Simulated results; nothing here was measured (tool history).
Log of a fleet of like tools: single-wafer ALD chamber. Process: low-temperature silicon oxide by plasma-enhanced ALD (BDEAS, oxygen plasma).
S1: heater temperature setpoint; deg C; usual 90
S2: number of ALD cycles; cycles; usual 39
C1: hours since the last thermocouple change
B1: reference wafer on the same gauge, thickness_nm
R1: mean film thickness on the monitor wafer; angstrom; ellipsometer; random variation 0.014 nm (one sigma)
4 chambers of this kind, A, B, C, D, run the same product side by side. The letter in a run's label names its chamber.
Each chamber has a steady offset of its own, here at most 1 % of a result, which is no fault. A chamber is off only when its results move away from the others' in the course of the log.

run 1B day=0.117 | S1=90 S2=39 | C1=315.6 | B1=6.2796 | R1=57.727
run 2C day=0.229 | S1=90 S2=39 | C1=1019.6 | B1=6.2795 | R1=57.057
run 3D day=0.388 | S1=90 S2=39 | C1=1007.7 | B1=6.2757 | R1=57.551
run 4A day=0.521 | S1=90 S2=39 | C1=20.8 | B1=6.2800 | R1=57.817
run 5C day=0.621 | S1=90 S2=42 | C1=1029.0 | B1=6.2791 | R1=61.801
run 6D day=0.783 | S1=90 S2=42 | C1=1017.2 | B1=6.2760 | R1=62.235
run 7A day=0.867 | S1=90 S2=42 | C1=29.1 | B1=6.2761 | R1=62.245
run 8B day=0.967 | S1=90 S2=42 | C1=336.0 | B1=6.2780 | R1=62.165
run 9A day=1.092 | S1=90 S2=39 | C1=34.5 | B1=6.2796 | R1=57.543
run 10C day=1.196 | S1=90 S2=39 | C1=1042.8 | B1=6.2805 | R1=57.192
run 11B day=1.304 | S1=90 S2=39 | C1=344.1 | B1=6.2804 | R1=57.758
run 12D day=1.425 | S1=90 S2=39 | C1=1032.6 | B1=6.2805 | R1=57.354
run 13B day=1.562 | S1=90 S2=39 | C1=350.3 | B1=6.2845 | R1=57.579
-- day=1.571 chamber D: thermocouple changed; heater temperature recalibrated
run 14C day=1.679 | S1=90 S2=39 | C1=1054.4 | B1=6.2809 | R1=57.152
run 15D day=1.762 | S1=90 S2=42 | C1=4.6 | B1=6.2766 | R1=62.869
run 16A day=1.850 | S1=90 S2=42 | C1=52.7 | B1=6.2836 | R1=62.367
run 17A day=1.938 | S1=90 S2=42 | C1=54.8 | B1=6.2770 | R1=62.280
run 18D day=2.062 | S1=90 S2=42 | C1=11.8 | B1=6.2820 | R1=62.815
run 19B day=2.183 | S1=90 S2=39 | C1=365.2 | B1=6.2790 | R1=57.762
run 20C day=2.358 | S1=90 S2=39 | C1=1070.7 | B1=6.2817 | R1=57.251
run 21A day=2.442 | S1=90 S2=39 | C1=66.9 | B1=6.2790 | R1=57.726
run 22D day=2.596 | S1=90 S2=39 | C1=24.6 | B1=6.2777 | R1=58.546
run 23B day=2.729 | S1=90 S2=39 | C1=378.3 | B1=6.2817 | R1=57.669
run 24C day=2.821 | S1=90 S2=39 | C1=1081.8 | B1=6.2822 | R1=57.315
run 25B day=2.983 | S1=90 S2=39 | C1=384.4 | B1=6.2820 | R1=57.459
run 26D day=3.075 | S1=90 S2=39 | C1=36.1 | B1=6.2783 | R1=58.450
run 27C day=3.233 | S1=90 S2=39 | C1=1091.7 | B1=6.2803 | R1=57.455
run 28A day=3.346 | S1=90 S2=39 | C1=88.6 | B1=6.2822 | R1=57.631
run 29D day=3.479 | S1=90 S2=39 | C1=45.8 | B1=6.2771 | R1=58.292
run 30A day=3.579 | S1=90 S2=39 | C1=94.2 | B1=6.2794 | R1=57.812
run 31B day=3.662 | S1=90 S2=39 | C1=400.7 | B1=6.2797 | R1=57.710
run 32C day=3.804 | S1=90 S2=39 | C1=1105.4 | B1=6.2808 | R1=57.299
run 33D day=3.921 | S1=82 S2=45 | C1=56.4 | B1=6.2814 | R1=69.266
run 34C day=4.079 | S1=82 S2=45 | C1=1112.0 | B1=6.2792 | R1=67.956
run 35A day=4.171 | S1=82 S2=45 | C1=108.4 | B1=6.2807 | R1=68.435
run 36B day=4.296 | S1=82 S2=45 | C1=415.9 | B1=6.2770 | R1=68.082
run 37C day=4.471 | S1=90 S2=39 | C1=1121.4 | B1=6.2786 | R1=57.347

Next, every chamber runs the same settings. What will each give?
run 38A day=4.596 | S1=90 S2=44 | R1=?
run 38B day=4.596 | S1=90 S2=44 | R1=?
run 38C day=4.596 | S1=90 S2=44 | R1=?
run 38D day=4.596 | S1=90 S2=44 | R1=?

run=38A R1=65.143
run=38B R1=64.937
run=38C R1=64.587
run=38D R1=65.815

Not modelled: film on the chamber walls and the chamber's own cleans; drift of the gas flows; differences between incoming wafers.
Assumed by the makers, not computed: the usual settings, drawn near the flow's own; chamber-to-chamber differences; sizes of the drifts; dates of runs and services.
